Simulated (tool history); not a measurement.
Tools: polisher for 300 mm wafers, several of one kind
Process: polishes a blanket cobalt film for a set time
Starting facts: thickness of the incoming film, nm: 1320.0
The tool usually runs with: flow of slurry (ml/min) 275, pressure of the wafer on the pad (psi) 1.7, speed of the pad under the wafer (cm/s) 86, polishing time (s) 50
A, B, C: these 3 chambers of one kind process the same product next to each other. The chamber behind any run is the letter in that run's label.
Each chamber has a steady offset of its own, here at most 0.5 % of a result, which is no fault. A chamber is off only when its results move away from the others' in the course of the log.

run,hour,flow of slurry (ml/min),pressure of the wafer on the pad (psi),speed of the pad under the wafer (cm/s),polishing time (s),wafers polished on this pad,hours since the slurry nozzle was cleaned,hours since the head pressure was calibrated,film removed (Å)
1A,7.3,275,1.7,86,50,491,30.4,624.6,1591.50
2C,15.4,275,1.7,86,50,700,282.3,163.9,1604.70
3B,21.3,275,1.7,86,50,893,637.5,246.6,1607.20
# hour 23.9: chamber B: slurry nozzle cleaned
4B,27.6,275,1.7,86,50,938,3.8,252.9,1609.10
5C,35.8,275,1.7,86,50,848,302.7,184.3,1589.20
# hour 43.0: chamber A: worn pad replaced by a new one
6A,43.2,275,1.4,64,50,2,66.3,660.5,990.55
7B,50.1,275,1.4,64,50,1101,26.3,275.4,989.19
8A,55.2,275,1.4,64,50,88,78.3,672.5,969.12
9C,59.2,275,1.7,86,50,1017,326.1,207.7,1587.30
10A,64.6,275,1.7,86,50,157,87.7,681.9,1611.90
11B,70.4,275,1.7,86,50,1248,46.6,295.7,1535.30
12C,77.9,275,1.7,86,50,1153,344.8,226.4,1598.90
13B,85.8,275,1.7,86,50,1360,62.0,311.1,1521.10
# hour 93.1: chamber C: worn pad replaced by a new one
14A,93.2,225,1.7,60,50,364,116.3,710.5,1092.20
15C,97.3,225,1.7,60,50,30,364.2,245.8,1088.90
# hour 98.1: chamber C: slurry nozzle cleaned
16B,101.7,225,1.7,60,50,1475,77.9,327.0,1036.50
17A,110.1,275,1.7,86,50,486,133.2,727.4,1573.70
18C,116.7,275,1.7,86,50,171,18.6,265.2,1591.10
19C,122.5,275,1.7,86,50,213,24.4,271.0,1592.40
20B,128.0,230,1.1,86,50,1665,104.2,353.3,930.42

Is one chamber off against the others, does the gauge drift, or is nothing wrong? If a chamber is off, say which, and what the likeliest cause is.

Little by little, chamber B moves away from the other chambers.
Likeliest cause: removal rate lost through wear of the pad, % = 8.06.
The log may not separate it from: head's pressure below its setpoint, %.

Which of the 4 candidates below, each the usual settings with something changed and its results left as question marks, puts chamber B back in line with what the other chambers give on the usual settings?
In line means no further than this from the other chambers' mean on the usual settings: film removed (Å) 42.00
21B-1,134.4,275,1.8,94,50,,,,?
21B-2,134.4,275,1.6,84,50,,,,?
21B-3,134.4,275,1.7,74,50,,,,?
21B-4,134.4,275,1.7,86,54,,,,?

Average result of the remaining chambers running the usual settings: film removed (Å) 1596.90
run,film removed (Å)
21B-1,1700.00
21B-2,1350.90
21B-3,1267.30
21B-4,1587.40
21B-4 is the one that brings the chamber's results back in line with the other chambers.

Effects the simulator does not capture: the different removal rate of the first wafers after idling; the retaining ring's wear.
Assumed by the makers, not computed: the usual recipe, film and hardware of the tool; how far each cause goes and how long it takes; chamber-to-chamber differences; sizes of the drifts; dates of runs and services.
